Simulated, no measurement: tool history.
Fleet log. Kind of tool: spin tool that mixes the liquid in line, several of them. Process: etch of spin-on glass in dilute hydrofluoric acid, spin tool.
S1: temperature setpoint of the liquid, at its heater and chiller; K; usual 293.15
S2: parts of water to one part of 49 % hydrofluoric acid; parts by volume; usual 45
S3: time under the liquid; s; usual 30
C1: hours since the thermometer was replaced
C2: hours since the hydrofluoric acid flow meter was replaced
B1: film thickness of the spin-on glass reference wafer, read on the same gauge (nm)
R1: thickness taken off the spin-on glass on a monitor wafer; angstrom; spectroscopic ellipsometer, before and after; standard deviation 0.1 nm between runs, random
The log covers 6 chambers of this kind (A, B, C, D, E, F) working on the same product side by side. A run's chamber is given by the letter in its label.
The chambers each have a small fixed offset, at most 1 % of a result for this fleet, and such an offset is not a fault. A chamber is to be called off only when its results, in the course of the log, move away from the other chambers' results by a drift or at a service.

Run 1A, hour 3.7: usual settings; C1 1052.4; C2 726.2; B1 109.99. Result: R1 216.32 angstrom.
Run 2B, hour 7.0: usual settings; C1 956.0; C2 1231.3; B1 110.00. Result: R1 210.55 angstrom.
At hour 11.6: chamber E: hydrofluoric acid flow meter replaced.
Run 3F, hour 11.9: usual settings; C1 1035.3; C2 503.9; B1 110.00. Result: R1 213.30 angstrom.
Run 4D, hour 15.3: usual settings; C1 1774.0; C2 808.1; B1 110.04. Result: R1 214.08 angstrom.
Run 5C, hour 18.7: usual settings; C1 2099.7; C2 1227.4; B1 110.02. Result: R1 215.07 angstrom.
Run 6E, hour 22.9: usual settings; C1 133.9; C2 11.4; B1 109.99. Result: R1 215.27 angstrom.
Run 7F, hour 26.3: usual settings; C1 1049.7; C2 518.3; B1 110.01. Result: R1 213.80 angstrom.
Run 8B, hour 31.8: usual settings; C1 980.8; C2 1256.1; B1 109.99. Result: R1 211.12 angstrom.
Run 9A, hour 36.9: usual settings; C1 1085.6; C2 759.4; B1 110.01. Result: R1 213.75 angstrom.
Run 10C, hour 43.3: usual settings; C1 2124.3; C2 1252.0; B1 110.00. Result: R1 213.73 angstrom.
Run 11D, hour 47.6: usual settings; C1 1806.3; C2 840.4; B1 109.98. Result: R1 216.05 angstrom.
Run 12E, hour 53.8: usual settings; C1 164.8; C2 42.3; B1 110.00. Result: R1 211.92 angstrom.
Run 13A, hour 57.0: usual settings; C1 1105.7; C2 779.5; B1 109.97. Result: R1 213.33 angstrom.
Run 14B, hour 61.8: usual settings but S3 15 s; C1 1010.8; C2 1286.1; B1 110.02. Result: R1 106.05 angstrom.
Run 15E, hour 66.7: usual settings but S3 15 s; C1 177.7; C2 55.2; B1 110.00. Result: R1 106.83 angstrom.
Run 16C, hour 71.3: usual settings but S3 15 s; C1 2152.3; C2 1280.0; B1 109.98. Result: R1 105.79 angstrom.
Run 17D, hour 74.5: usual settings but S3 15 s; C1 1833.2; C2 867.3; B1 110.03. Result: R1 106.55 angstrom.
Run 18F, hour 80.2: usual settings but S3 15 s; C1 1103.6; C2 572.2; B1 109.98. Result: R1 106.76 angstrom.
Run 19A, hour 85.7: usual settings but S3 15 s; C1 1134.4; C2 808.2; B1 110.01. Result: R1 107.66 angstrom.
Run 20B, hour 90.8: usual settings; C1 1039.8; C2 1315.1; B1 109.99. Result: R1 213.44 angstrom.
Run 21C, hour 95.3: usual settings; C1 2176.3; C2 1304.0; B1 110.05. Result: R1 211.78 angstrom.
Run 22E, hour 99.5: usual settings but S1 295.15 K, S3 20 s; C1 210.5; C2 88.0; B1 110.00. Result: R1 156.57 angstrom.
Run 23F, hour 103.3: usual settings but S1 295.15 K, S3 20 s; C1 1126.7; C2 595.3; B1 109.98. Result: R1 154.38 angstrom.
Run 24D, hour 108.0: usual settings but S1 295.15 K, S3 20 s; C1 1866.7; C2 900.8; B1 110.04. Result: R1 154.46 angstrom.
Run 25F, hour 113.6: usual settings but S1 295.15 K, S3 20 s; C1 1137.0; C2 605.6; B1 110.00. Result: R1 155.20 angstrom.
Run 26D, hour 120.1: usual settings but S1 295.15 K, S3 20 s; C1 1878.8; C2 912.9; B1 109.99. Result: R1 155.31 angstrom.
Run 27C, hour 126.7: usual settings but S1 295.15 K, S3 20 s; C1 2207.7; C2 1335.4; B1 109.98. Result: R1 154.46 angstrom.
Run 28B, hour 130.1: usual settings; C1 1079.1; C2 1354.4; B1 110.01. Result: R1 209.70 angstrom.
Run 29E, hour 133.0: usual settings but S2 25 parts by volume; C1 244.0; C2 121.5; B1 109.99. Result: R1 392.67 angstrom.
Run 30A, hour 137.3: usual settings but S2 25 parts by volume; C1 1186.0; C2 859.8; B1 110.01. Result: R1 394.76 angstrom.
Run 31B, hour 143.5: usual settings but S2 25 parts by volume; C1 1092.5; C2 1367.8; B1 109.97. Result: R1 385.26 angstrom.
Run 32E, hour 146.4: usual settings but S2 25 parts by volume; C1 257.4; C2 134.9; B1 110.03. Result: R1 390.48 angstrom.
At hour 147.2: chamber F: thermometer replaced.
Run 33F, hour 152.9: usual settings but S2 25 parts by volume; C1 5.7; C2 644.9; B1 110.03. Result: R1 389.94 angstrom.
Run 34D, hour 156.6: usual settings but S2 25 parts by volume; C1 1915.3; C2 949.4; B1 109.97. Result: R1 394.93 angstrom.
Run 35C, hour 159.9: usual settings; C1 2240.9; C2 1368.6; B1 110.03. Result: R1 213.29 angstrom.
Run 36A, hour 164.3: usual settings; C1 1213.0; C2 886.8; B1 110.00. Result: R1 212.17 angstrom.
Run 37E, hour 169.8: usual settings; C1 280.8; C2 158.3; B1 109.95. Result: R1 214.87 angstrom.
Run 38B, hour 174.5: usual settings; C1 1123.5; C2 1398.8; B1 110.02. Result: R1 212.12 angstrom.
Run 39A, hour 177.9: usual settings; C1 1226.6; C2 900.4; B1 110.01. Result: R1 214.04 angstrom.
Run 40F, hour 183.7: usual settings; C1 36.5; C2 675.7; B1 109.99. Result: R1 212.27 angstrom.

Which is it: a chamber that has drifted or been left off by a service, a gauge drift common to all chambers, or only each chamber's usual small offset? If a chamber is off, name it and its likeliest cause.

The fleet is healthy, with each chamber sitting at its usual small offset and no drift in the gauge.
